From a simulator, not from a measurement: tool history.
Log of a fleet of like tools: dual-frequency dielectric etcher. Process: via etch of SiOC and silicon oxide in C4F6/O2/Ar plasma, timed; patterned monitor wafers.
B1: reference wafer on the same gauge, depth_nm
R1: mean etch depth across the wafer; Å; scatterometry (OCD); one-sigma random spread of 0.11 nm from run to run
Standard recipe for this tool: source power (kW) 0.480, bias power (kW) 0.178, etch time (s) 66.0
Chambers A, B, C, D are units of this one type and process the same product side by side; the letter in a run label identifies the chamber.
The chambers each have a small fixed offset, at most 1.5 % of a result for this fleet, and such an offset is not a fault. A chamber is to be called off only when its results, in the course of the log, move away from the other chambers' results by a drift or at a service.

run 1D day=0.150 | source_power_(kW)=0.480 bias_power_(kW)=0.178 etch_time_(s)=66.0 | B1=70.730 | R1=800.04
run 2C day=0.262 | source_power_(kW)=0.480 bias_power_(kW)=0.178 etch_time_(s)=66.0 | B1=70.724 | R1=793.02
run 3B day=0.421 | source_power_(kW)=0.480 bias_power_(kW)=0.178 etch_time_(s)=66.0 | B1=70.729 | R1=786.76
run 4A day=0.538 | source_power_(kW)=0.480 bias_power_(kW)=0.178 etch_time_(s)=66.0 | B1=70.792 | R1=790.81
run 5D day=0.692 | source_power_(kW)=0.480 bias_power_(kW)=0.178 etch_time_(s)=66.0 | B1=70.787 | R1=800.70
run 6A day=0.808 | source_power_(kW)=0.480 bias_power_(kW)=0.178 etch_time_(s)=66.0 | B1=70.831 | R1=790.44
run 7B day=0.908 | source_power_(kW)=0.480 bias_power_(kW)=0.178 etch_time_(s)=66.0 | B1=70.835 | R1=789.58
run 8C day=1.079 | source_power_(kW)=0.550 bias_power_(kW)=0.178 etch_time_(s)=73.0 | B1=70.825 | R1=923.72
run 9D day=1.242 | source_power_(kW)=0.550 bias_power_(kW)=0.178 etch_time_(s)=73.0 | B1=70.861 | R1=935.23
run 10C day=1.342 | source_power_(kW)=0.550 bias_power_(kW)=0.178 etch_time_(s)=73.0 | B1=70.883 | R1=925.29
run 11A day=1.429 | source_power_(kW)=0.550 bias_power_(kW)=0.178 etch_time_(s)=73.0 | B1=70.869 | R1=921.45
run 12B day=1.575 | source_power_(kW)=0.480 bias_power_(kW)=0.178 etch_time_(s)=51.5 | B1=70.910 | R1=615.41
run 13D day=1.683 | source_power_(kW)=0.480 bias_power_(kW)=0.178 etch_time_(s)=51.5 | B1=70.894 | R1=625.11
run 14A day=1.825 | source_power_(kW)=0.480 bias_power_(kW)=0.178 etch_time_(s)=51.5 | B1=70.900 | R1=617.61
run 15C day=1.929 | source_power_(kW)=0.480 bias_power_(kW)=0.178 etch_time_(s)=51.5 | B1=70.936 | R1=618.30
run 16B day=2.025 | source_power_(kW)=0.480 bias_power_(kW)=0.178 etch_time_(s)=66.0 | B1=70.940 | R1=789.50
run 17B day=2.125 | source_power_(kW)=0.480 bias_power_(kW)=0.178 etch_time_(s)=66.0 | B1=70.959 | R1=791.96
run 18C day=2.275 | source_power_(kW)=0.480 bias_power_(kW)=0.178 etch_time_(s)=66.0 | B1=70.989 | R1=791.61
run 19A day=2.438 | source_power_(kW)=0.480 bias_power_(kW)=0.178 etch_time_(s)=66.0 | B1=71.001 | R1=791.77
run 20D day=2.567 | source_power_(kW)=0.480 bias_power_(kW)=0.178 etch_time_(s)=66.0 | B1=71.000 | R1=803.25
run 21D day=2.729 | source_power_(kW)=0.480 bias_power_(kW)=0.178 etch_time_(s)=66.0 | B1=71.026 | R1=803.20
run 22C day=2.883 | source_power_(kW)=0.480 bias_power_(kW)=0.178 etch_time_(s)=66.0 | B1=71.046 | R1=794.77
run 23B day=3.033 | source_power_(kW)=0.480 bias_power_(kW)=0.178 etch_time_(s)=66.0 | B1=71.064 | R1=791.54
run 24A day=3.138 | source_power_(kW)=0.480 bias_power_(kW)=0.178 etch_time_(s)=66.0 | B1=71.075 | R1=794.37

Decide between three cases: one chamber stands off from its peers, the gauge reading all wafers drifts, or nothing is wrong past each chamber's small offset. Where a chamber is off, say which and what most likely put it there.

No chamber is off; the gauge reading every chamber's wafers drifts, which makes the whole fleet appear to move together.
Cause: gauge reads high (%) = 0.568.

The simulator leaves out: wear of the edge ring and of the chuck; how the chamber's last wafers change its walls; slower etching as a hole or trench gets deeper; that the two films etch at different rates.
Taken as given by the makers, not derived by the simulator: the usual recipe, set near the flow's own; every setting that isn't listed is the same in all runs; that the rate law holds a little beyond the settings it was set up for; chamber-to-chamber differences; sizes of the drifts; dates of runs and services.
